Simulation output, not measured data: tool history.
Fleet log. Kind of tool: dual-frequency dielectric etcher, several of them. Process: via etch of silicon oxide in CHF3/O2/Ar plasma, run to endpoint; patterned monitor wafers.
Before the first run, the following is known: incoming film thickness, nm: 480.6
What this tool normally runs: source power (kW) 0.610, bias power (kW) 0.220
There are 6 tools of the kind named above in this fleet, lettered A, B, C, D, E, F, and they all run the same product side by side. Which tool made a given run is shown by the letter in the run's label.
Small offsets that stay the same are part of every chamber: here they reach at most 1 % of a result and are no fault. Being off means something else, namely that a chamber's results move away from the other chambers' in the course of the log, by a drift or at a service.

run	hour	source power (kW)	bias power (kW)	hours since the last wet clean	hours since the last source power generator calibration	hours since the last bias power generator calibration	endpoint time (s)
1E	5.1	0.610	0.220	363.3	808.1	715.7	225.95
2D	10.8	0.610	0.220	250.2	1432.2	1234.3	226.82
3A	15.8	0.610	0.220	193.8	1828.6	967.3	225.14
# hour 16.8: chamber B: bias power generator calibrated
# hour 19.4: chamber E: wet clean of the chamber
4B	21.3	0.610	0.220	285.2	1956.7	4.6	227.20
5C	26.3	0.610	0.220	395.6	1580.0	274.0	224.17
6F	35.6	0.610	0.249	297.3	296.7	659.6	215.81
7F	41.5	0.610	0.249	303.2	302.6	665.5	216.84
8C	48.6	0.610	0.249	417.9	1602.3	296.3	214.61
9D	55.0	0.610	0.249	294.4	1476.4	1278.5	217.25
10E	63.0	0.610	0.249	43.6	866.0	773.6	215.64
11A	70.8	0.610	0.249	248.8	1883.6	1022.3	216.23
12B	79.7	0.610	0.220	343.6	2015.1	63.0	226.85
13A	84.3	0.610	0.220	262.3	1897.1	1035.8	225.66
14B	92.2	0.610	0.220	356.1	2027.6	75.5	226.50
15D	97.0	0.610	0.220	336.4	1518.4	1320.5	226.84
16E	105.2	0.610	0.220	85.8	908.2	815.8	224.60
17C	114.1	0.610	0.220	483.4	1667.8	361.8	226.21
18F	124.3	0.610	0.220	386.0	385.4	748.3	226.59
19D	129.1	0.610	0.220	368.5	1550.5	1352.6	227.69
20B	138.9	0.610	0.220	402.8	2074.3	122.2	227.12
21F	147.0	0.610	0.220	408.7	408.1	771.0	227.40
22C	151.6	0.610	0.220	520.9	1705.3	399.3	227.43
23E	160.7	0.610	0.220	141.3	963.7	871.3	225.29
24A	171.0	0.610	0.184	349.0	1983.8	1122.5	238.44
25D	177.6	0.610	0.184	417.0	1599.0	1401.1	241.78
26A	183.9	0.610	0.184	361.9	1996.7	1135.4	240.09
27C	192.8	0.610	0.184	562.1	1746.5	440.5	244.51
28F	202.4	0.610	0.184	464.1	463.5	826.4	240.12
29E	208.9	0.610	0.184	189.5	1011.9	919.5	240.17
30B	213.5	0.610	0.220	477.4	2148.9	196.8	228.09
31B	221.0	0.610	0.220	484.9	2156.4	204.3	226.08
32F	228.8	0.740	0.220	490.5	489.9	852.8	210.66
33D	238.4	0.740	0.220	477.8	1659.8	1461.9	211.59
34C	247.9	0.740	0.220	617.2	1801.6	495.6	216.24
35A	257.3	0.740	0.220	435.3	2070.1	1208.8	207.78
36E	261.9	0.740	0.220	242.5	1064.9	972.5	209.18
37C	270.9	0.740	0.220	640.2	1824.6	518.6	217.55

Next, all 6 chambers run the settings below, one line each with question marks for the results. What does each chamber give?
38A	278.2	0.610	0.220				?
38B	278.2	0.610	0.220				?
38C	278.2	0.610	0.220				?
38D	278.2	0.610	0.220				?
38E	278.2	0.610	0.220				?
38F	278.2	0.610	0.220				?

run	endpoint time (s)
38A	225.37
38B	225.51
38C	234.17
38D	226.03
38E	225.06
38F	228.02
